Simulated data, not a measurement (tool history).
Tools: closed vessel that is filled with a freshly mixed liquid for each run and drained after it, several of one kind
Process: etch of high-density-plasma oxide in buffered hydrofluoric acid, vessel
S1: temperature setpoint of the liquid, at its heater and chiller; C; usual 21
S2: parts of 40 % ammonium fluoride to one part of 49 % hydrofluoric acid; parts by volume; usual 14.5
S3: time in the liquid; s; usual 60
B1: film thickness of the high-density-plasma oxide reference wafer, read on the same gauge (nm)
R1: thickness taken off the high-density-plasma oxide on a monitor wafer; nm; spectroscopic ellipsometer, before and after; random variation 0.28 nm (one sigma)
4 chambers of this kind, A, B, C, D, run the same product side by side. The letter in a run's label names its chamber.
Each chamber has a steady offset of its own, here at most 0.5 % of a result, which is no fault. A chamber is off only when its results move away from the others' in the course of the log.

run	hour	S1	S2	S3	B1	R1
1A	10.6	21	14.5	60	140	58.912
2C	20.8	21	14.5	60	139.99	58.793
3B	28	21	14.5	60	140	58.621
4D	39	21	14.5	60	140.02	58.611
5C	48.1	21	14.5	60	139.99	59.065
6D	57.7	21	14.5	90	140	88.488
7A	68.9	21	14.5	90	139.99	87.945
8B	74.6	21	14.5	90	139.99	87.977
9A	80.8	21	14.5	90	140.01	88.358
10B	90.1	21	14.5	60	139.98	58.701
11D	95.7	21	14.5	60	140	59.465
12C	104.2	21	14.5	60	140	59.293
13D	111.4	21	14.5	60	140.01	58.909
# hour 119.9: chamber A: hydrofluoric acid flow meter replaced
14A	120.5	21	14.5	60	140.01	58.59
15B	127	19.5	14.5	60	139.98	54.121
16C	138.7	19.5	14.5	60	140.01	53.955
17C	147.7	19.5	14.5	60	140	53.939
18D	153.7	19.5	14.5	60	139.99	54.749
19B	159.7	21	14.5	60	140.03	59.044
20A	166.1	21	14.5	60	139.99	58.379
21C	177.8	21	14.5	60	139.99	58.667
22A	186.3	21	14.5	60	140.03	58.809
23B	198.6	21	14.5	60	140	58.488
# hour 203.7: chamber B: thermometer replaced
24D	206.8	21	14.5	60	140	59.793
25C	213.2	21	14.5	60	140.03	58.891
26D	222.5	21	14.5	60	139.99	60.198
27B	228.3	21	14.5	60	140.01	58.546
28A	238.8	21	14.5	60	140.01	59.084
29C	248.7	19	14.5	35	139.98	30.806
30A	256.6	19	14.5	35	140.04	30.545
31B	261.9	19	14.5	35	139.98	30.463
32D	274.3	19	14.5	35	140.02	31.503
33C	284.5	21	14.5	60	139.97	59.059
34B	296.5	21	14.5	60	139.96	58.314
# hour 303: chamber A: thermometer replaced
35D	306.8	21	14.5	60	140.03	61.095
36A	313.6	21	14.5	60	140.02	58.746
37A	320.3	21	14.5	40	140.03	39.115
38D	330.3	21	14.5	40	139.96	41.04
39B	341.5	21	14.5	40	139.99	39.018

What goes on in this fleet: one chamber off, a drifting gauge, or nothing beyond the chambers' own small offsets? Name the chamber and the cause, if any.

Chamber D drifts away from the others.
Cause: liquid hotter than its thermometer reads (K) = 0.876.
The log may not tell that from: hydrofluoric acid flow above the setpoint (%).

Here are 4 candidates for chamber D's next run, each the usual settings with a change, their results left as question marks. Which one brings its results back in line with what the others give on the usual settings?
In line means no further than this from the other chambers' mean on the usual settings: R1 1 nm
40D-1	350.4	21.5	13.5	60		?
40D-2	350.4	19	14.5	60		?
40D-3	350.4	20	14.5	60		?
40D-4	350.4	22	14.5	60		?

The other chambers' mean on the usual settings: R1 58.791 nm
run	R1
40D-1	68.017
40D-2	55.282
40D-3	58.396
40D-4	65.126
40D-3 brings the chamber back in line.

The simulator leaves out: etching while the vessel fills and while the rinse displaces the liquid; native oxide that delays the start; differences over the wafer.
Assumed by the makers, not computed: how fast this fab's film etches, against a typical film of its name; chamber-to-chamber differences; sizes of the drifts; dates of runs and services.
